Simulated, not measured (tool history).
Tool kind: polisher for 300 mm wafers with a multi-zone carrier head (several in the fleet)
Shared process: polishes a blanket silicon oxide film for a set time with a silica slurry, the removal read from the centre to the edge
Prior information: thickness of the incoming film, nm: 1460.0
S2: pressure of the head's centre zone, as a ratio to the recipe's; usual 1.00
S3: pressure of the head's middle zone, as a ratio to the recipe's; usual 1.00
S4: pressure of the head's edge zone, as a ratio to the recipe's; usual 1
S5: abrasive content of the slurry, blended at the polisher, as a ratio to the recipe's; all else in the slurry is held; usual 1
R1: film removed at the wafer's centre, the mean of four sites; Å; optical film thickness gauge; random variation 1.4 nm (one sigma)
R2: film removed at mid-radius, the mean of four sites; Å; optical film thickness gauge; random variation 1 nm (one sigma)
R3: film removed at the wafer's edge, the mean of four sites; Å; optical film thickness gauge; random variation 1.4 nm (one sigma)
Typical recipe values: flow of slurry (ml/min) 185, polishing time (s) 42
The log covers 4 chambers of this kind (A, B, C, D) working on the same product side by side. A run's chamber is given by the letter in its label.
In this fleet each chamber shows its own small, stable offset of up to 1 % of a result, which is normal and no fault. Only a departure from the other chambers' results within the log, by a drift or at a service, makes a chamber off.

At hour 4.1: chamber A: slurry nozzle cleaned.
Run 1A, hour 9.6: usual settings. Result: R1 1036.30 Å, R2 1040.20 Å, R3 1035.50 Å.
At hour 12.2: chamber B: worn pad replaced by a new one.
Run 2D, hour 16.5: usual settings. Result: R1 1051.80 Å, R2 1030.90 Å, R3 1015.80 Å.
At hour 23.9: chamber B: centre zone pressure recalibrated.
Run 3B, hour 26.3: usual settings. Result: R1 1043.50 Å, R2 1020.80 Å, R3 1024.90 Å.
Run 4C, hour 36.0: usual settings. Result: R1 1029.20 Å, R2 1038.70 Å, R3 1064.30 Å.
At hour 46.6: chamber D: worn pad replaced by a new one.
Run 5B, hour 49.2: usual settings. Result: R1 1017.70 Å, R2 1008.50 Å, R3 1038.90 Å.
At hour 49.8: chamber C: edge zone pressure recalibrated.
At hour 55.6: chamber A: worn pad replaced by a new one.
Run 6D, hour 59.5: usual settings. Result: R1 1042.50 Å, R2 1036.50 Å, R3 1049.50 Å.
Run 7A, hour 68.2: usual settings. Result: R1 1038.70 Å, R2 1045.70 Å, R3 1020.60 Å.
Run 8C, hour 79.2: usual settings. Result: R1 1027.70 Å, R2 1037.30 Å, R3 1026.30 Å.
Run 9C, hour 90.4: usual settings. Result: R1 1002.40 Å, R2 1032.00 Å, R3 1032.80 Å.
At hour 97.1: chamber C: worn pad replaced by a new one.
At hour 98.2: chamber B: worn pad replaced by a new one.
Run 10A, hour 99.5: usual settings. Result: R1 1021.70 Å, R2 1023.70 Å, R3 1034.20 Å.
Run 11B, hour 112.8: usual settings but polishing time (s) 53. Result: R1 1308.00 Å, R2 1283.20 Å, R3 1339.70 Å.
At hour 119.9: chamber D: worn pad replaced by a new one.
Run 12D, hour 124.1: usual settings but polishing time (s) 53. Result: R1 1286.30 Å, R2 1307.50 Å, R3 1315.00 Å.
Run 13A, hour 131.8: usual settings but polishing time (s) 53. Result: R1 1304.70 Å, R2 1316.70 Å, R3 1279.40 Å.
Run 14B, hour 142.9: usual settings but polishing time (s) 53. Result: R1 1310.70 Å, R2 1296.20 Å, R3 1302.00 Å.
At hour 143.8: chamber A: worn pad replaced by a new one.
Run 15C, hour 151.8: usual settings but S2 0.89, polishing time (s) 53. Result: R1 1158.30 Å, R2 1307.50 Å, R3 1295.60 Å.
Run 16D, hour 160.3: usual settings but S2 0.89, polishing time (s) 53. Result: R1 1171.40 Å, R2 1327.70 Å, R3 1270.40 Å.
Run 17D, hour 166.8: usual settings but S2 0.89, polishing time (s) 53. Result: R1 1118.80 Å, R2 1308.10 Å, R3 1303.60 Å.
Run 18B, hour 179.2: usual settings but S2 0.89, polishing time (s) 53. Result: R1 1146.00 Å, R2 1288.30 Å, R3 1315.80 Å.
At hour 180.7: chamber B: slurry nozzle cleaned.
Run 19A, hour 190.0: usual settings. Result: R1 1035.40 Å, R2 1024.50 Å, R3 1045.60 Å.
At hour 192.9: chamber D: worn pad replaced by a new one.
Run 20C, hour 199.2: usual settings. Result: R1 1027.50 Å, R2 1039.10 Å, R3 1031.70 Å.
At hour 200.3: chamber B: worn pad replaced by a new one.
At hour 206.7: chamber C: worn pad replaced by a new one.
Run 21C, hour 211.3: usual settings. Result: R1 1009.00 Å, R2 1033.70 Å, R3 1028.40 Å.
Run 22D, hour 219.7: usual settings. Result: R1 1043.40 Å, R2 1041.40 Å, R3 1051.40 Å.
At hour 224.6: chamber A: worn pad replaced by a new one.
Run 23B, hour 228.9: usual settings. Result: R1 1042.30 Å, R2 1024.90 Å, R3 1024.40 Å.
Run 24A, hour 239.9: usual settings. Result: R1 1050.20 Å, R2 1036.30 Å, R3 1020.80 Å.
Run 25A, hour 248.4: usual settings. Result: R1 1061.30 Å, R2 1044.40 Å, R3 1000.30 Å.
Run 26C, hour 260.0: usual settings. Result: R1 1028.00 Å, R2 1027.90 Å, R3 1051.90 Å.
Run 27B, hour 268.0: usual settings. Result: R1 1021.80 Å, R2 1005.40 Å, R3 1032.10 Å.
Run 28D, hour 276.0: usual settings but flow of slurry (ml/min) 235, S3 0.90. Result: R1 1076.30 Å, R2 963.28 Å, R3 1056.90 Å.
At hour 281.9: chamber D: worn pad replaced by a new one.
Run 29B, hour 283.8: usual settings but flow of slurry (ml/min) 235, S3 0.90. Result: R1 1076.70 Å, R2 957.36 Å, R3 1063.80 Å.
Run 30A, hour 292.2: usual settings but flow of slurry (ml/min) 235, S3 0.90. Result: R1 1071.20 Å, R2 962.54 Å, R3 1058.10 Å.
At hour 300.1: chamber B: worn pad replaced by a new one.
Run 31C, hour 304.6: usual settings but flow of slurry (ml/min) 235, S3 0.90. Result: R1 1062.00 Å, R2 986.87 Å, R3 1074.30 Å.
At hour 308.6: chamber A: worn pad replaced by a new one.
Run 32D, hour 315.5: usual settings. Result: R1 1040.30 Å, R2 1018.20 Å, R3 1020.90 Å.
Run 33D, hour 327.3: usual settings. Result: R1 1009.70 Å, R2 1025.80 Å, R3 1045.50 Å.
At hour 332.4: chamber C: worn pad replaced by a new one.
Run 34C, hour 340.0: usual settings. Result: R1 1044.60 Å, R2 1050.10 Å, R3 1060.50 Å.
At hour 340.8: chamber C: slurry nozzle cleaned.
Run 35B, hour 349.5: usual settings. Result: R1 1024.20 Å, R2 1020.20 Å, R3 1053.90 Å.
At hour 355.3: chamber D: worn pad replaced by a new one.
Run 36A, hour 361.2: usual settings. Result: R1 1031.00 Å, R2 1024.60 Å, R3 1028.80 Å.
Run 37D, hour 371.5: usual settings. Result: R1 1059.90 Å, R2 1038.60 Å, R3 1020.30 Å.
Run 38B, hour 383.8: usual settings but flow of slurry (ml/min) 210, polishing time (s) 35. Result: R1 872.13 Å, R2 885.74 Å, R3 897.32 Å.
At hour 389.5: chamber C: edge zone pressure recalibrated.
At hour 393.4: chamber A: worn pad replaced by a new one.
Run 39A, hour 394.1: usual settings but flow of slurry (ml/min) 210, polishing time (s) 35. Result: R1 877.04 Å, R2 873.94 Å, R3 862.69 Å.
Run 40C, hour 405.3: usual settings but flow of slurry (ml/min) 210, polishing time (s) 35. Result: R1 866.28 Å, R2 868.40 Å, R3 897.71 Å.

Next, all 4 chambers run the settings below, one line each with question marks for the results. What does each chamber give?
Run 41A, hour 415.0: usual settings but S3 1.04. Result: R1 ?, R2 ?, R3 ?.
Run 41B, hour 415.0: usual settings but S3 1.04. Result: R1 ?, R2 ?, R3 ?.
Run 41C, hour 415.0: usual settings but S3 1.04. Result: R1 ?, R2 ?, R3 ?.
Run 41D, hour 415.0: usual settings but S3 1.04. Result: R1 ?, R2 ?, R3 ?.

run       R1       R2       R3
41A  1048.50  1076.70  1020.30
41B  1038.90  1078.40  1034.60
41C  1020.20  1070.60  1022.70
41D  1004.00  1077.30  1046.10
